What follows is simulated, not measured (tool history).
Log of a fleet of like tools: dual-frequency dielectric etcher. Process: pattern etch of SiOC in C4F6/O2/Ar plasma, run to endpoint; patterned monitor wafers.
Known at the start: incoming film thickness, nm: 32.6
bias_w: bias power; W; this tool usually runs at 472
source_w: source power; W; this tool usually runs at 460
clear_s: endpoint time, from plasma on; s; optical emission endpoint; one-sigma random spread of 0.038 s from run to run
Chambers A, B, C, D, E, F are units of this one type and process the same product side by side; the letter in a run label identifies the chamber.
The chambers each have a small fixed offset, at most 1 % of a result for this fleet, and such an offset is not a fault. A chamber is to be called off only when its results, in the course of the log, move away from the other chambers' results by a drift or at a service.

{"run": "1B", "day": 0.462, "bias_w": 472, "source_w": 460, "clear_s": 10.73}
{"run": "2D", "day": 0.767, "bias_w": 472, "source_w": 460, "clear_s": 10.623}
{"run": "3C", "day": 1.238, "bias_w": 472, "source_w": 460, "clear_s": 10.692}
{"run": "4F", "day": 1.454, "bias_w": 472, "source_w": 460, "clear_s": 10.656}
{"day": 1.671, "done": "chamber C: wet clean of the chamber"}
{"run": "5A", "day": 1.888, "bias_w": 472, "source_w": 460, "clear_s": 10.623}
{"run": "6E", "day": 2.362, "bias_w": 472, "source_w": 460, "clear_s": 10.761}
{"day": 2.546, "done": "chamber F: source power generator calibrated"}
{"run": "7A", "day": 2.767, "bias_w": 472, "source_w": 460, "clear_s": 10.595}
{"day": 3.138, "done": "chamber D: bias power generator calibrated"}
{"run": "8D", "day": 3.196, "bias_w": 472, "source_w": 460, "clear_s": 10.619}
{"run": "9B", "day": 3.608, "bias_w": 472, "source_w": 460, "clear_s": 10.694}
{"run": "10C", "day": 4.017, "bias_w": 472, "source_w": 460, "clear_s": 10.777}
{"run": "11F", "day": 4.275, "bias_w": 472, "source_w": 460, "clear_s": 10.691}
{"day": 4.408, "done": "chamber C: source power generator calibrated"}
{"run": "12E", "day": 4.625, "bias_w": 472, "source_w": 460, "clear_s": 10.672}
{"run": "13E", "day": 5.058, "bias_w": 408, "source_w": 460, "clear_s": 11.277}
{"run": "14A", "day": 5.383, "bias_w": 408, "source_w": 460, "clear_s": 11.293}
{"run": "15D", "day": 5.667, "bias_w": 408, "source_w": 460, "clear_s": 11.188}
{"day": 5.692, "done": "chamber F: wet clean of the chamber"}
{"run": "16B", "day": 5.896, "bias_w": 408, "source_w": 460, "clear_s": 11.342}
{"run": "17C", "day": 6.117, "bias_w": 408, "source_w": 460, "clear_s": 11.198}
{"run": "18F", "day": 6.575, "bias_w": 408, "source_w": 460, "clear_s": 11.738}
{"run": "19D", "day": 6.846, "bias_w": 472, "source_w": 460, "clear_s": 10.611}
{"run": "20C", "day": 7.125, "bias_w": 472, "source_w": 460, "clear_s": 10.659}
{"run": "21F", "day": 7.492, "bias_w": 472, "source_w": 460, "clear_s": 11.084}
{"run": "22E", "day": 7.888, "bias_w": 472, "source_w": 460, "clear_s": 10.756}
{"run": "23A", "day": 8.183, "bias_w": 472, "source_w": 460, "clear_s": 10.611}
{"day": 8.212, "done": "chamber B: source power generator calibrated"}
{"run": "24B", "day": 8.404, "bias_w": 472, "source_w": 460, "clear_s": 10.703}
{"run": "25B", "day": 8.646, "bias_w": 531, "source_w": 460, "clear_s": 10.21}
{"run": "26A", "day": 8.921, "bias_w": 531, "source_w": 460, "clear_s": 10.205}
{"run": "27D", "day": 9.262, "bias_w": 531, "source_w": 460, "clear_s": 10.17}
{"run": "28F", "day": 9.608, "bias_w": 531, "source_w": 460, "clear_s": 10.549}
{"run": "29E", "day": 9.925, "bias_w": 531, "source_w": 460, "clear_s": 10.245}
{"run": "30C", "day": 10.329, "bias_w": 531, "source_w": 460, "clear_s": 10.238}
{"run": "31E", "day": 10.667, "bias_w": 472, "source_w": 460, "clear_s": 10.719}
{"run": "32F", "day": 11.058, "bias_w": 529, "source_w": 550, "clear_s": 9.9261}
{"run": "33B", "day": 11.521, "bias_w": 529, "source_w": 550, "clear_s": 9.5928}
{"run": "34C", "day": 11.896, "bias_w": 529, "source_w": 550, "clear_s": 9.5781}
{"run": "35D", "day": 12.212, "bias_w": 529, "source_w": 550, "clear_s": 9.5272}
{"run": "36A", "day": 12.546, "bias_w": 529, "source_w": 550, "clear_s": 9.5463}
{"run": "37D", "day": 12.817, "bias_w": 529, "source_w": 550, "clear_s": 9.4557}
{"day": 12.954, "done": "chamber D: wet clean of the chamber"}
{"run": "38A", "day": 13.083, "bias_w": 472, "source_w": 460, "clear_s": 10.636}
{"run": "39B", "day": 13.462, "bias_w": 472, "source_w": 460, "clear_s": 10.656}
{"day": 13.704, "done": "chamber B: wet clean of the chamber"}
{"run": "40E", "day": 13.771, "bias_w": 472, "source_w": 460, "clear_s": 10.774}
{"run": "41F", "day": 14.233, "bias_w": 472, "source_w": 460, "clear_s": 11.092}
{"run": "42C", "day": 14.633, "bias_w": 472, "source_w": 460, "clear_s": 10.673}
{"run": "43B", "day": 15.033, "bias_w": 472, "source_w": 460, "clear_s": 10.653}
{"run": "44D", "day": 15.25, "bias_w": 472, "source_w": 460, "clear_s": 10.662}

The same settings go to every chamber for the next run, one line per chamber below. Forecast the results for each:
{"run": "45A", "day": 15.608, "bias_w": 472, "source_w": 460, "clear_s": "?"}
{"run": "45B", "day": 15.608, "bias_w": 472, "source_w": 460, "clear_s": "?"}
{"run": "45C", "day": 15.608, "bias_w": 472, "source_w": 460, "clear_s": "?"}
{"run": "45D", "day": 15.608, "bias_w": 472, "source_w": 460, "clear_s": "?"}
{"run": "45E", "day": 15.608, "bias_w": 472, "source_w": 460, "clear_s": "?"}
{"run": "45F", "day": 15.608, "bias_w": 472, "source_w": 460, "clear_s": "?"}

run=45A clear_s=10.7090
run=45B clear_s=10.6150
run=45C clear_s=10.6220
run=45D clear_s=10.6510
run=45E clear_s=10.7540
run=45F clear_s=11.0970
